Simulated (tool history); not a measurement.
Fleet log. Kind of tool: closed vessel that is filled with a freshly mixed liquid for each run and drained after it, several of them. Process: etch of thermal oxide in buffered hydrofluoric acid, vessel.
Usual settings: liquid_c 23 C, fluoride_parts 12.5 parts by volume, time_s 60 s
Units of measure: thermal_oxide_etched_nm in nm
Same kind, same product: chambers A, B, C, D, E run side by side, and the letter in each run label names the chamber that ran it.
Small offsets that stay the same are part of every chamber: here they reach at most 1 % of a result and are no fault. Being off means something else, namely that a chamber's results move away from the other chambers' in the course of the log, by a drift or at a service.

run	hour	liquid_c	fluoride_parts	time_s	read-back film thickness of the thermal oxide reference wafer, read on the same gauge (nm)	thermal_oxide_etched_nm
1B	8.9	23	12.5	60	140.02	55.627
2C	21.1	23	12.5	60	140.03	55.149
3A	31.8	23	12.5	60	139.96	55.131
4D	39.7	23	12.5	60	139.97	55.032
5E	50.3	27	9.5	60	140	89.289
# hour 56.2: chamber A: hydrofluoric acid flow meter replaced
6C	64.8	27	9.5	60	139.99	86.713
7D	79.3	27	9.5	60	140.01	88.867
8A	86.8	27	9.5	60	139.99	88.808
9E	98.9	27	9.5	60	140	88.859
10B	110.6	23	12.5	60	140.03	54.727
11E	123.4	23	12.5	60	139.98	55.86
# hour 128.4: chamber A: thermometer replaced
12B	130.7	23	12.5	60	139.98	55.215
13C	137.6	23	12.5	60	140.01	54.628
14D	146	23	10	85	140	95.233
15A	155.9	23	10	85	140	97.408
16C	170.5	23	10	85	140	96.441
17D	185	23	10	85	140	97.232
# hour 185.4: chamber B: hydrofluoric acid flow meter replaced
18B	194.6	23	10	85	140	98.61
19E	209.6	23	12.5	60	139.99	56.248
20A	223	23	12.5	60	139.98	55.057
21C	237.5	23	12.5	60	139.98	54.07
22A	249.1	25.5	12.5	60	140	63.555
23B	263.2	25.5	12.5	60	140.01	62.897
24D	270.2	25.5	12.5	60	140.01	63.176
25E	279.6	25.5	12.5	60	140	62.686
26E	288.3	25.5	12.5	60	140	63.219
27A	301.9	23	12.5	60	139.98	55.09
28D	313.4	23	12.5	60	140.01	56.173
29B	323.1	23	12.5	60	140.01	55.292
30C	332	23	12.5	60	140	55.288
31C	341.6	23	12.5	60	139.97	55.223
32D	351.1	23	12.5	60	139.99	55.904
33A	359	23	12.5	60	140.02	55.625
34E	374.6	23	12.5	60	140.01	55.507
35B	388.5	23	12.5	60	139.98	54.831
36C	402.8	23	12.5	60	140.02	55.793
# hour 410.8: chamber B: thermometer replaced
37D	411.6	23	12.5	60	140.03	55.856
38A	426.8	23	12.5	60	140.02	55.518
39B	433.9	23	12.5	60	140	54.774
40E	446.8	23	12.5	60	139.99	55.549
41E	454.4	23	12.5	60	139.99	55.765

Decide between three cases: one chamber stands off from its peers, the gauge reading all wafers drifts, or nothing is wrong past each chamber's small offset. Where a chamber is off, say which and what most likely put it there.

Neither any chamber nor the gauge drifts; the chambers differ only by their own small, steady offsets.
